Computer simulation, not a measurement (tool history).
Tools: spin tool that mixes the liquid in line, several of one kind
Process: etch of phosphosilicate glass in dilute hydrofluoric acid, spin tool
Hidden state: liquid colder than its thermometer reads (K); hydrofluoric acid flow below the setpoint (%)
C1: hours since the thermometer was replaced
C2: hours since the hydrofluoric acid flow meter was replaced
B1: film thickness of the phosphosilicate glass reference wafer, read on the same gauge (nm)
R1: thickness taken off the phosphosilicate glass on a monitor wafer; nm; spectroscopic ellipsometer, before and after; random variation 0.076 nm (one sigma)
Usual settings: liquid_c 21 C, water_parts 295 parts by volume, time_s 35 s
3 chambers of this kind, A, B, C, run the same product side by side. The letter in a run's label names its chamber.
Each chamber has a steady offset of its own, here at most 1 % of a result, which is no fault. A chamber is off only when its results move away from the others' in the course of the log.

run 1C hour=3.8 | liquid_c=21 water_parts=295 time_s=35 | C1=1254.7 C2=1359.3 | B1=150.03 | R1=10.0140
run 2A hour=9.4 | liquid_c=21 water_parts=295 time_s=35 | C1=313.1 C2=138.9 | B1=150.00 | R1=10.1380
run 3B hour=16.5 | liquid_c=21 water_parts=295 time_s=35 | C1=1512.6 C2=190.4 | B1=150.04 | R1=10.1570
run 4A hour=21.6 | liquid_c=21 water_parts=295 time_s=35 | C1=325.3 C2=151.1 | B1=149.97 | R1=10.1470
run 5B hour=26.4 | liquid_c=21 water_parts=295 time_s=35 | C1=1522.5 C2=200.3 | B1=149.93 | R1=10.3460
run 6C hour=32.0 | liquid_c=21 water_parts=295 time_s=35 | C1=1282.9 C2=1387.5 | B1=150.00 | R1=10.0760
run 7B hour=35.3 | liquid_c=21 water_parts=295 time_s=35 | C1=1531.4 C2=209.2 | B1=150.02 | R1=10.2730
run 8A hour=41.1 | liquid_c=21 water_parts=295 time_s=35 | C1=344.8 C2=170.6 | B1=150.03 | R1=10.2650
run 9C hour=46.1 | liquid_c=21 water_parts=435 time_s=50 | C1=1297.0 C2=1401.6 | B1=150.01 | R1=8.7044
run 10A hour=50.6 | liquid_c=21 water_parts=435 time_s=50 | C1=354.3 C2=180.1 | B1=149.94 | R1=8.7204
run 11C hour=55.1 | liquid_c=21 water_parts=435 time_s=50 | C1=1306.0 C2=1410.6 | B1=150.00 | R1=8.7822
run 12B hour=58.6 | liquid_c=21 water_parts=295 time_s=35 | C1=1554.7 C2=232.5 | B1=150.00 | R1=10.1720
run 13C hour=65.3 | liquid_c=21 water_parts=295 time_s=35 | C1=1316.2 C2=1420.8 | B1=149.97 | R1=10.1250
run 14B hour=70.7 | liquid_c=21 water_parts=295 time_s=35 | C1=1566.8 C2=244.6 | B1=149.96 | R1=10.1980
run 15A hour=77.8 | liquid_c=21 water_parts=295 time_s=35 | C1=381.5 C2=207.3 | B1=149.98 | R1=10.1660
run 16A hour=82.5 | liquid_c=21 water_parts=295 time_s=35 | C1=386.2 C2=212.0 | B1=149.97 | R1=10.2240
run 17C hour=90.1 | liquid_c=21 water_parts=295 time_s=35 | C1=1341.0 C2=1445.6 | B1=150.02 | R1=10.1940
run 18B hour=97.6 | liquid_c=21 water_parts=295 time_s=35 | C1=1593.7 C2=271.5 | B1=149.97 | R1=10.3060
run 19C hour=101.2 | liquid_c=21 water_parts=295 time_s=35 | C1=1352.1 C2=1456.7 | B1=149.95 | R1=10.0150
run 20B hour=108.3 | liquid_c=21 water_parts=295 time_s=35 | C1=1604.4 C2=282.2 | B1=150.01 | R1=10.2170
run 21A hour=112.5 | liquid_c=21 water_parts=295 time_s=35 | C1=416.2 C2=242.0 | B1=150.02 | R1=10.0720
run 22B hour=117.5 | liquid_c=21 water_parts=295 time_s=35 | C1=1613.6 C2=291.4 | B1=149.96 | R1=10.2330
run 23C hour=121.5 | liquid_c=21 water_parts=295 time_s=35 | C1=1372.4 C2=1477.0 | B1=149.96 | R1=10.0780

Next, every chamber runs the same settings. What will each give?
run 24A hour=126.9 | liquid_c=21 water_parts=295 time_s=20 | R1=?
run 24B hour=126.9 | liquid_c=21 water_parts=295 time_s=20 | R1=?
run 24C hour=126.9 | liquid_c=21 water_parts=295 time_s=20 | R1=?

run=24A R1=5.8568
run=24B R1=5.8868
run=24C R1=5.7941
